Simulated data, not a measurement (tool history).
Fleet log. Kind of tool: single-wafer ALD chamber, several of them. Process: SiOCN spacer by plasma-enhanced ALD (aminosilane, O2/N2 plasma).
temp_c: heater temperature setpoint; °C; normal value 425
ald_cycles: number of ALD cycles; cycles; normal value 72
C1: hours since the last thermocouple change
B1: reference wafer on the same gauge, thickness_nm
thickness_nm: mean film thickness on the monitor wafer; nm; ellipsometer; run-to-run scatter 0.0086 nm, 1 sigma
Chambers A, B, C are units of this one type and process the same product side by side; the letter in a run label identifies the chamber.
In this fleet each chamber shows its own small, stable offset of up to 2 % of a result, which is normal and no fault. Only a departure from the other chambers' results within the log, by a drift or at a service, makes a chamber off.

run 1C hour=14.3 | temp_c=425 ald_cycles=72 | C1=2823.6 | B1=4.1801 | thickness_nm=4.0311
run 2A hour=25.4 | temp_c=425 ald_cycles=72 | C1=622.9 | B1=4.1784 | thickness_nm=4.0459
run 3B hour=40.1 | temp_c=425 ald_cycles=72 | C1=2213.2 | B1=4.1820 | thickness_nm=3.9333
run 4A hour=53.9 | temp_c=425 ald_cycles=72 | C1=651.4 | B1=4.1816 | thickness_nm=4.0449
run 5B hour=65.0 | temp_c=425 ald_cycles=72 | C1=2238.1 | B1=4.1822 | thickness_nm=3.9384
run 6C hour=72.5 | temp_c=425 ald_cycles=72 | C1=2881.8 | B1=4.1796 | thickness_nm=4.0309
run 7A hour=79.5 | temp_c=425 ald_cycles=72 | C1=677.0 | B1=4.1781 | thickness_nm=4.0311
run 8C hour=94.9 | temp_c=425 ald_cycles=72 | C1=2904.2 | B1=4.1813 | thickness_nm=4.0307
run 9B hour=108.5 | temp_c=425 ald_cycles=72 | C1=2281.6 | B1=4.1789 | thickness_nm=3.9305
run 10A hour=119.5 | temp_c=425 ald_cycles=72 | C1=717.0 | B1=4.1795 | thickness_nm=4.0421
run 11C hour=131.9 | temp_c=425 ald_cycles=72 | C1=2941.2 | B1=4.1812 | thickness_nm=4.0202
-- hour=144.6 chamber C: thermocouple changed; heater temperature recalibrated
run 12B hour=145.2 | temp_c=425 ald_cycles=72 | C1=2318.3 | B1=4.1806 | thickness_nm=3.9468
-- hour=154.3 chamber B: thermocouple changed; heater temperature recalibrated
run 13C hour=157.8 | temp_c=425 ald_cycles=72 | C1=13.2 | B1=4.1806 | thickness_nm=4.1136
run 14A hour=166.1 | temp_c=425 ald_cycles=72 | C1=763.6 | B1=4.1801 | thickness_nm=4.0466
run 15B hour=180.2 | temp_c=425 ald_cycles=72 | C1=25.9 | B1=4.1790 | thickness_nm=3.9426
run 16A hour=195.0 | temp_c=425 ald_cycles=72 | C1=792.5 | B1=4.1793 | thickness_nm=4.0263
run 17B hour=206.4 | temp_c=425 ald_cycles=72 | C1=52.1 | B1=4.1782 | thickness_nm=3.9537
run 18C hour=213.2 | temp_c=425 ald_cycles=72 | C1=68.6 | B1=4.1798 | thickness_nm=4.1032
run 19B hour=224.0 | temp_c=425 ald_cycles=72 | C1=69.7 | B1=4.1812 | thickness_nm=3.9504
run 20A hour=237.5 | temp_c=425 ald_cycles=72 | C1=835.0 | B1=4.1829 | thickness_nm=4.0467
run 21C hour=249.4 | temp_c=418 ald_cycles=81 | C1=104.8 | B1=4.1813 | thickness_nm=4.7120
run 22A hour=260.6 | temp_c=418 ald_cycles=81 | C1=858.1 | B1=4.1809 | thickness_nm=4.6475
run 23C hour=271.0 | temp_c=418 ald_cycles=81 | C1=126.4 | B1=4.1795 | thickness_nm=4.7170
run 24B hour=280.9 | temp_c=425 ald_cycles=72 | C1=126.6 | B1=4.1792 | thickness_nm=3.9450
run 25A hour=288.9 | temp_c=425 ald_cycles=72 | C1=886.4 | B1=4.1799 | thickness_nm=4.0391
run 26B hour=298.7 | temp_c=412 ald_cycles=72 | C1=144.4 | B1=4.1816 | thickness_nm=4.1083

Has any chamber moved away from the others, gradually or after a service, or does the common gauge drift, or do the chambers differ only by their own small steady offsets? State the chamber and the most likely cause if one applies.

After it was serviced, chamber C no longer matches the other chambers.
Likeliest cause: wafer temperature below the value expected at the setpoint (K) = 5.77.

Here are 4 candidates for chamber C's next run, each the usual settings with a change, their results left as question marks. Which one brings its results back in line with what the others give on the usual settings?
In-line tolerance around the mean of the other chambers on the usual settings: thickness_nm 0.0320 nm
run 27C-1 hour=310.1 | temp_c=433 ald_cycles=72 | thickness_nm=?
run 27C-2 hour=310.1 | temp_c=424 ald_cycles=75 | thickness_nm=?
run 27C-3 hour=310.1 | temp_c=425 ald_cycles=74 | thickness_nm=?
run 27C-4 hour=310.1 | temp_c=439 ald_cycles=72 | thickness_nm=?

The other chambers' mean on the usual settings: thickness_nm 3.9935 nm
run=27C-1 thickness_nm=3.9986
run=27C-2 thickness_nm=4.2891
run=27C-3 thickness_nm=4.2183
run=27C-4 thickness_nm=3.9192
It is 27C-1 that realigns the chamber with its peers.

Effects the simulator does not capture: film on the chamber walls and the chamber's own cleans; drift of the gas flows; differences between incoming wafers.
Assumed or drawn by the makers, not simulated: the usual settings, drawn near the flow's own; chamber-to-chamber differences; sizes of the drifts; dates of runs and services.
